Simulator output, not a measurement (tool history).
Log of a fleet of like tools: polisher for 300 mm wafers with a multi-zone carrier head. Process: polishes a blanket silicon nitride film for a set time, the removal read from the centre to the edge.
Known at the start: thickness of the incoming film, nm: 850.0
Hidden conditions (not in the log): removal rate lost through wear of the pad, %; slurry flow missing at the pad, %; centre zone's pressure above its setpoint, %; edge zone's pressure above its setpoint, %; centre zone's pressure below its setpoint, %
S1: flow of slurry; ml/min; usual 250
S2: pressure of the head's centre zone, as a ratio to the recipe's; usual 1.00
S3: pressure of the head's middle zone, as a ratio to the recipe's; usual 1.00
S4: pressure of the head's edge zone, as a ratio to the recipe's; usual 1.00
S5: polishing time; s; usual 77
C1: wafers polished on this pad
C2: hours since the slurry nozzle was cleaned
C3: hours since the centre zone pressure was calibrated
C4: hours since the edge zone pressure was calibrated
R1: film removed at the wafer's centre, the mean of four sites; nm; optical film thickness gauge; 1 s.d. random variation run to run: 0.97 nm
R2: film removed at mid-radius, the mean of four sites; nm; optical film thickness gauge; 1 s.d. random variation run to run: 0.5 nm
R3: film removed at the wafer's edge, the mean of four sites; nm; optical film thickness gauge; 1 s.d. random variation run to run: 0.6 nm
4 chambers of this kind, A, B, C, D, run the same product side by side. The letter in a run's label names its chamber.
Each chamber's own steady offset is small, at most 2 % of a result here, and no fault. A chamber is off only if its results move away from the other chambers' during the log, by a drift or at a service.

At day 0.121: chamber B: worn pad replaced by a new one.
At day 0.129: chamber C: worn pad replaced by a new one.
Run 1A, day 0.154: usual settings; C1 263; C2 245.0; C3 289.8; C4 579.6. Result: R1 70.190 nm, R2 70.361 nm, R3 67.622 nm.
Run 2D, day 0.408: usual settings; C1 403; C2 576.6; C3 654.6; C4 391.2. Result: R1 67.198 nm, R2 69.245 nm, R3 68.219 nm.
Run 3C, day 0.604: usual settings; C1 101; C2 497.4; C3 690.9; C4 619.5. Result: R1 67.612 nm, R2 67.422 nm, R3 70.651 nm.
Run 4B, day 0.742: usual settings; C1 131; C2 166.1; C3 48.7; C4 374.4. Result: R1 68.743 nm, R2 68.739 nm, R3 68.913 nm.
Run 5D, day 1.038: usual settings; C1 536; C2 591.7; C3 669.7; C4 406.3. Result: R1 68.670 nm, R2 69.277 nm, R3 67.942 nm.
Run 6A, day 1.250: usual settings; C1 495; C2 271.3; C3 316.1; C4 605.9. Result: R1 69.191 nm, R2 69.274 nm, R3 67.770 nm.
Run 7B, day 1.400: usual settings; C1 270; C2 181.9; C3 64.5; C4 390.2. Result: R1 67.152 nm, R2 68.958 nm, R3 68.557 nm.
Run 8C, day 1.558: usual settings; C1 303; C2 520.3; C3 713.8; C4 642.4. Result: R1 68.138 nm, R2 68.649 nm, R3 69.815 nm.
Run 9A, day 1.767: usual settings; C1 604; C2 283.7; C3 328.5; C4 618.3. Result: R1 66.862 nm, R2 69.163 nm, R3 67.841 nm.
Run 10B, day 1.917: usual settings; C1 380; C2 194.3; C3 76.9; C4 402.6. Result: R1 67.726 nm, R2 69.735 nm, R3 68.847 nm.
Run 11D, day 2.096: usual settings; C1 760; C2 617.1; C3 695.1; C4 431.7. Result: R1 67.506 nm, R2 67.563 nm, R3 68.750 nm.
Run 12C, day 2.379: usual settings but S2 0.95; C1 476; C2 540.0; C3 733.5; C4 662.1. Result: R1 64.849 nm, R2 68.166 nm, R3 68.455 nm.
Run 13D, day 2.629: usual settings but S2 0.95; C1 873; C2 629.9; C3 707.9; C4 444.5. Result: R1 64.560 nm, R2 68.240 nm, R3 68.009 nm.
At day 2.792: chamber D: worn pad replaced by a new one.
Run 14C, day 2.921: usual settings but S2 0.95; C1 591; C2 553.0; C3 746.5; C4 675.1. Result: R1 63.353 nm, R2 68.661 nm, R3 69.563 nm.
Run 15A, day 3.167: usual settings but S2 0.95; C1 901; C2 317.3; C3 362.1; C4 651.9. Result: R1 63.853 nm, R2 69.178 nm, R3 68.960 nm.
Run 16B, day 3.325: usual settings; C1 678; C2 228.1; C3 110.7; C4 436.4. Result: R1 69.355 nm, R2 69.024 nm, R3 70.379 nm.
At day 3.496: chamber B: worn pad replaced by a new one.
Run 17D, day 3.629: usual settings; C1 177; C2 653.9; C3 731.9; C4 468.5. Result: R1 69.270 nm, R2 68.755 nm, R3 66.801 nm.
At day 3.733: chamber C: slurry nozzle cleaned.
At day 3.783: chamber C: worn pad replaced by a new one.
Run 18B, day 3.908: usual settings; C1 87; C2 242.1; C3 124.7; C4 450.4. Result: R1 68.454 nm, R2 68.729 nm, R3 68.733 nm.
Run 19C, day 4.217: usual settings but S4 1.07, S5 99 s; C1 92; C2 11.7; C3 777.6; C4 706.2. Result: R1 88.291 nm, R2 87.386 nm, R3 93.252 nm.
At day 4.421: chamber D: slurry nozzle cleaned.
Run 20A, day 4.483: usual settings but S4 1.07, S5 99 s; C1 1179; C2 348.9; C3 393.7; C4 683.5. Result: R1 87.844 nm, R2 88.325 nm, R3 88.730 nm.
Run 21C, day 4.746: usual settings but S4 1.07, S5 99 s; C1 204; C2 24.4; C3 790.3; C4 718.9. Result: R1 89.716 nm, R2 86.863 nm, R3 92.118 nm.
Run 22A, day 4.912: usual settings but S4 1.07, S5 99 s; C1 1270; C2 359.2; C3 404.0; C4 693.8. Result: R1 85.748 nm, R2 86.348 nm, R3 89.749 nm.
Run 23D, day 5.096: usual settings; C1 487; C2 16.2; C3 767.1; C4 503.7. Result: R1 68.980 nm, R2 68.862 nm, R3 66.200 nm.
Run 24B, day 5.375: usual settings; C1 398; C2 277.3; C3 159.9; C4 485.6. Result: R1 69.211 nm, R2 69.829 nm, R3 68.477 nm.
Run 25C, day 5.671: usual settings but S1 285 ml/min; C1 399; C2 46.6; C3 812.5; C4 741.1. Result: R1 67.755 nm, R2 69.153 nm, R3 70.331 nm.
Run 26B, day 5.821: usual settings but S1 285 ml/min; C1 492; C2 288.0; C3 170.6; C4 496.3. Result: R1 68.122 nm, R2 69.427 nm, R3 68.747 nm.
Run 27A, day 6.017: usual settings but S1 285 ml/min; C1 1504; C2 385.7; C3 430.5; C4 720.3. Result: R1 67.895 nm, R2 67.549 nm, R3 65.637 nm.
Run 28D, day 6.192: usual settings but S1 285 ml/min; C1 719; C2 42.5; C3 793.4; C4 530.0. Result: R1 70.064 nm, R2 69.262 nm, R3 68.527 nm.
Run 29B, day 6.479: usual settings but S4 1.07, S5 87 s; C1 631; C2 303.8; C3 186.4; C4 512.1. Result: R1 77.038 nm, R2 77.953 nm, R3 79.903 nm.
Run 30D, day 6.621: usual settings but S4 1.07, S5 87 s; C1 810; C2 52.8; C3 803.7; C4 540.3. Result: R1 76.806 nm, R2 77.167 nm, R3 79.371 nm.
At day 6.862: chamber D: worn pad replaced by a new one.
Run 31A, day 6.929: usual settings but S4 1.07, S5 87 s; C1 1697; C2 407.6; C3 452.4; C4 742.2. Result: R1 73.705 nm, R2 74.957 nm, R3 77.219 nm.
Run 32C, day 7.196: usual settings but S4 1.07, S5 87 s; C1 722; C2 83.2; C3 849.1; C4 777.7. Result: R1 76.685 nm, R2 76.201 nm, R3 81.722 nm.
At day 7.217: chamber B: worn pad replaced by a new one.
Run 33A, day 7.450: usual settings; C1 1807; C2 420.1; C3 464.9; C4 754.7. Result: R1 65.794 nm, R2 65.449 nm, R3 63.885 nm.
Run 34D, day 7.746: usual settings; C1 187; C2 79.8; C3 830.7; C4 567.3. Result: R1 66.087 nm, R2 68.526 nm, R3 67.840 nm.
Run 35B, day 8.008: usual settings; C1 167; C2 340.5; C3 223.1; C4 548.8. Result: R1 67.328 nm, R2 68.777 nm, R3 69.117 nm.
At day 8.179: chamber C: worn pad replaced by a new one.
Run 36C, day 8.246: usual settings; C1 14; C2 108.4; C3 874.3; C4 802.9. Result: R1 68.993 nm, R2 68.383 nm, R3 69.191 nm.
Run 37B, day 8.554: usual settings; C1 283; C2 353.6; C3 236.2; C4 561.9. Result: R1 67.414 nm, R2 69.774 nm, R3 69.184 nm.
Run 38C, day 8.725: usual settings but S2 1.04, S3 0.93; C1 116; C2 119.9; C3 885.8; C4 814.4. Result: R1 72.568 nm, R2 64.001 nm, R3 69.667 nm.
Run 39D, day 8.908: usual settings but S2 1.04, S3 0.93; C1 433; C2 107.7; C3 858.6; C4 595.2. Result: R1 70.314 nm, R2 64.438 nm, R3 67.591 nm.
Run 40A, day 9.104: usual settings but S2 1.04, S3 0.93; C1 2157; C2 459.8; C3 504.6; C4 794.4. Result: R1 65.839 nm, R2 60.291 nm, R3 63.262 nm.
Run 41A, day 9.250: usual settings but S2 1.04, S3 0.93; C1 2188; C2 463.3; C3 508.1; C4 797.9. Result: R1 65.472 nm, R2 59.920 nm, R3 63.048 nm.
Run 42B, day 9.446: usual settings; C1 472; C2 375.0; C3 257.6; C4 583.3. Result: R1 68.535 nm, R2 68.721 nm, R3 67.828 nm.
Run 43D, day 9.596: usual settings; C1 579; C2 124.2; C3 875.1; C4 611.7. Result: R1 68.875 nm, R2 69.177 nm, R3 67.939 nm.

Is one chamber out of step, is the gauge drifting, or do the chambers differ by no more than their own small offsets? For an off chamber, give its letter and the likeliest cause.

Little by little, chamber A moves away from the other chambers.
Most likely cause: removal rate lost through wear of the pad, % = 8.17.
The log may not tell that from: slurry flow missing at the pad, %.

Chamber A could run next with any of the 4 candidate recipes listed below; each alters the usual settings, and their results appear as question marks. Which one brings its results back in line with what the other chambers deliver on the usual settings?
A result is in line if it is within this distance of the other chambers' mean on the usual settings: R1 3.400 nm; R2 1.800 nm; R3 2.100 nm
Run 44A-1, day 9.825: usual settings but S3 1.01, S4 0.99, S5 71 s. Result: R1 ?, R2 ?, R3 ?.
Run 44A-2, day 9.825: usual settings but S3 0.99, S4 1.01, S5 83 s. Result: R1 ?, R2 ?, R3 ?.
Run 44A-3, day 9.825: usual settings but S5 75 s. Result: R1 ?, R2 ?, R3 ?.
Run 44A-4, day 9.825: usual settings but S5 79 s. Result: R1 ?, R2 ?, R3 ?.

The mean the other chambers reach with the usual settings: R1 68.339 nm; R2 68.459 nm; R3 68.678 nm
  run      R1      R2      R3
44A-1  58.143  59.464  57.193
44A-2  67.960  68.229  67.596
44A-3  61.414  62.233  60.748
44A-4  64.690  65.552  63.988
The right change is 44A-2: it brings the chamber back within the allowed miss of the others.
